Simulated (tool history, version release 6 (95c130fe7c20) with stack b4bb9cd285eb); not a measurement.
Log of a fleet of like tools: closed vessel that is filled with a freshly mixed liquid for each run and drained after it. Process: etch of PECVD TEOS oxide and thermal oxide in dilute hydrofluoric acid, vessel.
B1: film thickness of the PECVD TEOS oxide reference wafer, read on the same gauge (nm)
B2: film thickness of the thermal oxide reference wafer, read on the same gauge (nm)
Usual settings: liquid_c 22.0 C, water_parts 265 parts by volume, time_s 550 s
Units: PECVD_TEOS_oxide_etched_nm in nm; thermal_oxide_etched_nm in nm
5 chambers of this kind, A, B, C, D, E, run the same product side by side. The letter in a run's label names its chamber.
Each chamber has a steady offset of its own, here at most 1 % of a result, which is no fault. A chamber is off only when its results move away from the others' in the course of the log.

run 1E day=0.317 | liquid_c=22.0 water_parts=265 time_s=550 | B1=29.991 B2=40.008 | PECVD_TEOS_oxide_etched_nm=34.882 thermal_oxide_etched_nm=7.6097
run 2C day=0.500 | liquid_c=22.0 water_parts=265 time_s=550 | B1=30.015 B2=39.953 | PECVD_TEOS_oxide_etched_nm=34.894 thermal_oxide_etched_nm=7.6948
run 3D day=0.679 | liquid_c=22.0 water_parts=265 time_s=550 | B1=30.014 B2=39.974 | PECVD_TEOS_oxide_etched_nm=35.000 thermal_oxide_etched_nm=7.6096
run 4B day=0.883 | liquid_c=22.0 water_parts=265 time_s=550 | B1=29.968 B2=39.987 | PECVD_TEOS_oxide_etched_nm=35.185 thermal_oxide_etched_nm=7.6734
run 5A day=1.196 | liquid_c=22.0 water_parts=265 time_s=550 | B1=29.987 B2=39.958 | PECVD_TEOS_oxide_etched_nm=35.467 thermal_oxide_etched_nm=7.7004
run 6C day=1.379 | liquid_c=22.0 water_parts=265 time_s=550 | B1=29.973 B2=40.028 | PECVD_TEOS_oxide_etched_nm=34.596 thermal_oxide_etched_nm=7.6214
run 7B day=1.604 | liquid_c=22.0 water_parts=265 time_s=550 | B1=29.948 B2=39.979 | PECVD_TEOS_oxide_etched_nm=34.683 thermal_oxide_etched_nm=7.5665
run 8E day=1.838 | liquid_c=22.0 water_parts=265 time_s=550 | B1=30.004 B2=39.992 | PECVD_TEOS_oxide_etched_nm=34.787 thermal_oxide_etched_nm=7.4727
run 9A day=2.108 | liquid_c=22.0 water_parts=265 time_s=550 | B1=29.999 B2=40.011 | PECVD_TEOS_oxide_etched_nm=35.356 thermal_oxide_etched_nm=7.6162
run 10D day=2.342 | liquid_c=22.0 water_parts=265 time_s=550 | B1=30.019 B2=40.006 | PECVD_TEOS_oxide_etched_nm=35.251 thermal_oxide_etched_nm=7.7053
run 11D day=2.546 | liquid_c=22.0 water_parts=265 time_s=550 | B1=29.970 B2=40.007 | PECVD_TEOS_oxide_etched_nm=35.528 thermal_oxide_etched_nm=7.7406
-- day=2.675 chamber E: thermometer replaced
run 12A day=2.867 | liquid_c=22.0 water_parts=265 time_s=550 | B1=29.987 B2=40.025 | PECVD_TEOS_oxide_etched_nm=35.789 thermal_oxide_etched_nm=7.6636
run 13E day=3.050 | liquid_c=22.0 water_parts=265 time_s=550 | B1=30.012 B2=40.018 | PECVD_TEOS_oxide_etched_nm=35.151 thermal_oxide_etched_nm=7.6237
run 14B day=3.312 | liquid_c=22.0 water_parts=265 time_s=550 | B1=30.025 B2=39.996 | PECVD_TEOS_oxide_etched_nm=34.801 thermal_oxide_etched_nm=7.6273
run 15C day=3.562 | liquid_c=22.0 water_parts=265 time_s=550 | B1=30.010 B2=40.019 | PECVD_TEOS_oxide_etched_nm=34.254 thermal_oxide_etched_nm=7.3656
run 16E day=3.717 | liquid_c=22.0 water_parts=265 time_s=550 | B1=30.011 B2=40.050 | PECVD_TEOS_oxide_etched_nm=34.949 thermal_oxide_etched_nm=7.6408
-- day=3.846 chamber A: thermometer replaced
run 17D day=3.883 | liquid_c=20.5 water_parts=215 time_s=550 | B1=30.000 B2=40.018 | PECVD_TEOS_oxide_etched_nm=43.722 thermal_oxide_etched_nm=9.2951
run 18A day=4.121 | liquid_c=20.5 water_parts=215 time_s=550 | B1=29.987 B2=39.991 | PECVD_TEOS_oxide_etched_nm=42.918 thermal_oxide_etched_nm=9.2315
run 19C day=4.362 | liquid_c=20.5 water_parts=215 time_s=550 | B1=30.014 B2=39.968 | PECVD_TEOS_oxide_etched_nm=41.287 thermal_oxide_etched_nm=8.9541
run 20B day=4.508 | liquid_c=20.5 water_parts=215 time_s=550 | B1=29.975 B2=40.010 | PECVD_TEOS_oxide_etched_nm=43.347 thermal_oxide_etched_nm=9.2663
run 21E day=4.812 | liquid_c=20.5 water_parts=215 time_s=550 | B1=29.969 B2=40.015 | PECVD_TEOS_oxide_etched_nm=42.402 thermal_oxide_etched_nm=9.3229
run 22B day=4.988 | liquid_c=22.0 water_parts=265 time_s=550 | B1=30.037 B2=39.969 | PECVD_TEOS_oxide_etched_nm=34.879 thermal_oxide_etched_nm=7.7124
run 23C day=5.171 | liquid_c=22.0 water_parts=265 time_s=550 | B1=29.998 B2=39.978 | PECVD_TEOS_oxide_etched_nm=32.876 thermal_oxide_etched_nm=7.2437
run 24D day=5.483 | liquid_c=22.0 water_parts=265 time_s=550 | B1=30.009 B2=39.981 | PECVD_TEOS_oxide_etched_nm=35.002 thermal_oxide_etched_nm=7.6248
run 25A day=5.725 | liquid_c=22.0 water_parts=265 time_s=550 | B1=29.981 B2=40.008 | PECVD_TEOS_oxide_etched_nm=35.057 thermal_oxide_etched_nm=7.6999
run 26D day=5.912 | liquid_c=22.0 water_parts=265 time_s=550 | B1=30.014 B2=40.003 | PECVD_TEOS_oxide_etched_nm=35.111 thermal_oxide_etched_nm=7.6257
run 27A day=6.221 | liquid_c=22.0 water_parts=265 time_s=550 | B1=29.996 B2=40.010 | PECVD_TEOS_oxide_etched_nm=34.675 thermal_oxide_etched_nm=7.5903
run 28B day=6.396 | liquid_c=22.0 water_parts=265 time_s=550 | B1=30.015 B2=39.973 | PECVD_TEOS_oxide_etched_nm=34.867 thermal_oxide_etched_nm=7.6000
run 29E day=6.700 | liquid_c=22.0 water_parts=265 time_s=550 | B1=30.001 B2=39.978 | PECVD_TEOS_oxide_etched_nm=34.692 thermal_oxide_etched_nm=7.6181
run 30C day=7.017 | liquid_c=22.0 water_parts=265 time_s=550 | B1=30.022 B2=40.020 | PECVD_TEOS_oxide_etched_nm=32.839 thermal_oxide_etched_nm=7.0891
run 31D day=7.246 | liquid_c=23.5 water_parts=335 time_s=550 | B1=29.973 B2=39.986 | PECVD_TEOS_oxide_etched_nm=27.852 thermal_oxide_etched_nm=5.9677
run 32A day=7.562 | liquid_c=23.5 water_parts=335 time_s=550 | B1=29.993 B2=40.059 | PECVD_TEOS_oxide_etched_nm=27.679 thermal_oxide_etched_nm=5.9970
run 33E day=7.775 | liquid_c=23.5 water_parts=335 time_s=550 | B1=29.981 B2=40.019 | PECVD_TEOS_oxide_etched_nm=27.233 thermal_oxide_etched_nm=5.9278
run 34C day=8.038 | liquid_c=23.5 water_parts=335 time_s=550 | B1=29.970 B2=39.989 | PECVD_TEOS_oxide_etched_nm=25.810 thermal_oxide_etched_nm=5.4272
run 35B day=8.233 | liquid_c=23.5 water_parts=335 time_s=550 | B1=30.029 B2=39.967 | PECVD_TEOS_oxide_etched_nm=27.781 thermal_oxide_etched_nm=5.9682
run 36E day=8.483 | liquid_c=22.0 water_parts=265 time_s=550 | B1=30.019 B2=39.979 | PECVD_TEOS_oxide_etched_nm=34.931 thermal_oxide_etched_nm=7.5629
run 37D day=8.658 | liquid_c=22.0 water_parts=265 time_s=550 | B1=29.948 B2=40.025 | PECVD_TEOS_oxide_etched_nm=35.410 thermal_oxide_etched_nm=7.6084
run 38A day=8.846 | liquid_c=22.0 water_parts=265 time_s=550 | B1=30.029 B2=39.995 | PECVD_TEOS_oxide_etched_nm=34.626 thermal_oxide_etched_nm=7.7733
run 39C day=9.017 | liquid_c=22.0 water_parts=265 time_s=685 | B1=29.996 B2=39.973 | PECVD_TEOS_oxide_etched_nm=40.591 thermal_oxide_etched_nm=8.6497
run 40B day=9.329 | liquid_c=22.0 water_parts=265 time_s=685 | B1=30.026 B2=39.987 | PECVD_TEOS_oxide_etched_nm=43.587 thermal_oxide_etched_nm=9.3914

What goes on in this fleet: one chamber off, a drifting gauge, or nothing beyond the chambers' own small offsets? Name the chamber and the cause, if any.

Chamber C drifts away from the others.
Cause: hydrofluoric acid flow below the setpoint (%) = 7.03.
The log may not tell that from: liquid colder than its thermometer reads (K).

Here are 4 candidates for chamber C's next run, each the usual settings with a change, their results left as question marks. Which one brings its results back in line with what the others give on the usual settings?
In line means no further than this from the other chambers' mean on the usual settings: PECVD_TEOS_oxide_etched_nm 1.100 nm; thermal_oxide_etched_nm 0.1900 nm
run 41C-1 day=9.562 | liquid_c=22.0 water_parts=255 time_s=575 | PECVD_TEOS_oxide_etched_nm=? thermal_oxide_etched_nm=?
run 41C-2 day=9.562 | liquid_c=22.0 water_parts=275 time_s=525 | PECVD_TEOS_oxide_etched_nm=? thermal_oxide_etched_nm=?
run 41C-3 day=9.562 | liquid_c=22.0 water_parts=285 time_s=505 | PECVD_TEOS_oxide_etched_nm=? thermal_oxide_etched_nm=?
run 41C-4 day=9.562 | liquid_c=22.0 water_parts=245 time_s=595 | PECVD_TEOS_oxide_etched_nm=? thermal_oxide_etched_nm=?

The other chambers' mean on the usual settings: PECVD_TEOS_oxide_etched_nm 35.140 nm; thermal_oxide_etched_nm 7.6298 nm
run=41C-1 PECVD_TEOS_oxide_etched_nm=35.013 thermal_oxide_etched_nm=7.5790
run=41C-2 PECVD_TEOS_oxide_etched_nm=29.010 thermal_oxide_etched_nm=6.2796
run=41C-3 PECVD_TEOS_oxide_etched_nm=26.642 thermal_oxide_etched_nm=5.7670
run=41C-4 PECVD_TEOS_oxide_etched_nm=38.127 thermal_oxide_etched_nm=8.2532
41C-1 brings the chamber back in line.
